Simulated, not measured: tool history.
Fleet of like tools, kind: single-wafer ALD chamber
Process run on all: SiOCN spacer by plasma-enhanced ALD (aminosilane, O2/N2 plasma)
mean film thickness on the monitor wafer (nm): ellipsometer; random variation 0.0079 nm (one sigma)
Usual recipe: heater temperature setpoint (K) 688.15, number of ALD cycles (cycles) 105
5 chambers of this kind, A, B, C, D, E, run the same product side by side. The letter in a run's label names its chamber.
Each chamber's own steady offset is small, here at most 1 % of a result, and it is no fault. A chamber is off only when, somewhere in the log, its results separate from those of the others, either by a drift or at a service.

| run | hour | heater temperature setpoint (K) | number of ALD cycles (cycles) | hours since the last thermocouple change | read-back reference wafer on the same gauge, thickness_nm | mean film thickness on the monitor wafer (nm) |
|---|---|---|---|---|---|---|
| 1A | 4.2 | 688.15 | 105 | 1337.6 | 6.2820 | 6.0808 |
| 2C | 9.0 | 688.15 | 105 | 1498.1 | 6.2814 | 6.0187 |
| 3D | 12.3 | 688.15 | 105 | 1863.5 | 6.2832 | 6.0516 |
| 4E | 16.5 | 688.15 | 105 | 163.1 | 6.2841 | 6.1009 |
| 5B | 19.2 | 688.15 | 115 | 88.4 | 6.2853 | 6.6483 |
| 6C | 23.9 | 688.15 | 115 | 1513.0 | 6.2854 | 6.6305 |
| 7D | 28.2 | 688.15 | 115 | 1879.4 | 6.2893 | 6.6208 |
| 8A | 33.2 | 688.15 | 115 | 1366.6 | 6.2867 | 6.6718 |
| 9B | 37.0 | 688.15 | 115 | 106.2 | 6.2880 | 6.6578 |
| 10E | 41.8 | 688.15 | 105 | 188.4 | 6.2904 | 6.1110 |
| 11A | 46.7 | 688.15 | 105 | 1380.1 | 6.2890 | 6.0953 |
| 12E | 51.0 | 688.15 | 105 | 197.6 | 6.2896 | 6.1087 |
| 13C | 53.6 | 688.15 | 105 | 1542.7 | 6.2928 | 6.0387 |
| 14D | 57.2 | 688.15 | 105 | 1908.4 | 6.2938 | 6.0608 |
| 15B | 61.6 | 688.15 | 105 | 130.8 | 6.2939 | 6.0854 |
| 16D | 66.5 | 688.15 | 105 | 1917.7 | 6.2943 | 6.0620 |
| 17C | 71.2 | 688.15 | 105 | 1560.3 | 6.2944 | 6.0464 |
| 18A | 75.6 | 688.15 | 105 | 1409.0 | 6.2938 | 6.1166 |
| 19B | 79.8 | 688.15 | 105 | 149.0 | 6.2968 | 6.0765 |
| 20E | 82.3 | 688.15 | 105 | 228.9 | 6.2964 | 6.1182 |
| 21B | 84.6 | 688.15 | 105 | 153.8 | 6.2975 | 6.0820 |
| 22A | 89.2 | 688.15 | 105 | 1422.6 | 6.2982 | 6.1005 |
| 23E | 94.2 | 688.15 | 105 | 240.8 | 6.2991 | 6.1211 |
| 24D | 98.7 | 688.15 | 105 | 1949.9 | 6.3009 | 6.0624 |
| 25C | 102.4 | 688.15 | 105 | 1591.5 | 6.3019 | 6.0396 |
| 26A | 106.0 | 688.15 | 105 | 1439.4 | 6.3045 | 6.1148 |
| 27D | 108.6 | 688.15 | 105 | 1959.8 | 6.3038 | 6.0553 |
| 28C | 112.7 | 688.15 | 105 | 1601.8 | 6.3049 | 6.0406 |
| 29E | 116.4 | 688.15 | 105 | 263.0 | 6.3037 | 6.1464 |
| 30B | 120.6 | 688.15 | 105 | 189.8 | 6.3058 | 6.0858 |
| 31C | 123.5 | 688.15 | 105 | 1612.6 | 6.3059 | 6.0421 |
| 32B | 127.2 | 683.15 | 93 | 196.4 | 6.3074 | 5.4835 |
| 33E | 130.2 | 683.15 | 93 | 276.8 | 6.3042 | 5.5190 |
|  | 131.9 | chamber C: thermocouple changed; heater temperature recalibrated |
| 34D | 132.6 | 683.15 | 93 | 1983.8 | 6.3086 | 5.4523 |
| 35A | 135.5 | 683.15 | 93 | 1468.9 | 6.3087 | 5.4944 |
| 36A | 140.1 | 683.15 | 93 | 1473.5 | 6.3080 | 5.4953 |
| 37E | 142.6 | 688.15 | 105 | 289.2 | 6.3132 | 6.1230 |
| 38D | 145.8 | 688.15 | 105 | 1997.0 | 6.3110 | 6.0844 |
| 39C | 148.6 | 688.15 | 105 | 16.8 | 6.3106 | 6.0552 |
| 40B | 152.8 | 688.15 | 105 | 222.0 | 6.3110 | 6.0984 |
| 41A | 157.7 | 688.15 | 105 | 1491.1 | 6.3132 | 6.1247 |

All 5 chambers run these settings next. Forecast each chamber's results:
| 42A | 161.5 | 688.15 | 105 |  |  | ? |
| 42B | 161.5 | 688.15 | 105 |  |  | ? |
| 42C | 161.5 | 688.15 | 105 |  |  | ? |
| 42D | 161.5 | 688.15 | 105 |  |  | ? |
| 42E | 161.5 | 688.15 | 105 |  |  | ? |

| run | mean film thickness on the monitor wafer (nm) |
|---|---|
| 42A | 6.1137 |
| 42B | 6.0963 |
| 42C | 6.0528 |
| 42D | 6.0823 |
| 42E | 6.1195 |

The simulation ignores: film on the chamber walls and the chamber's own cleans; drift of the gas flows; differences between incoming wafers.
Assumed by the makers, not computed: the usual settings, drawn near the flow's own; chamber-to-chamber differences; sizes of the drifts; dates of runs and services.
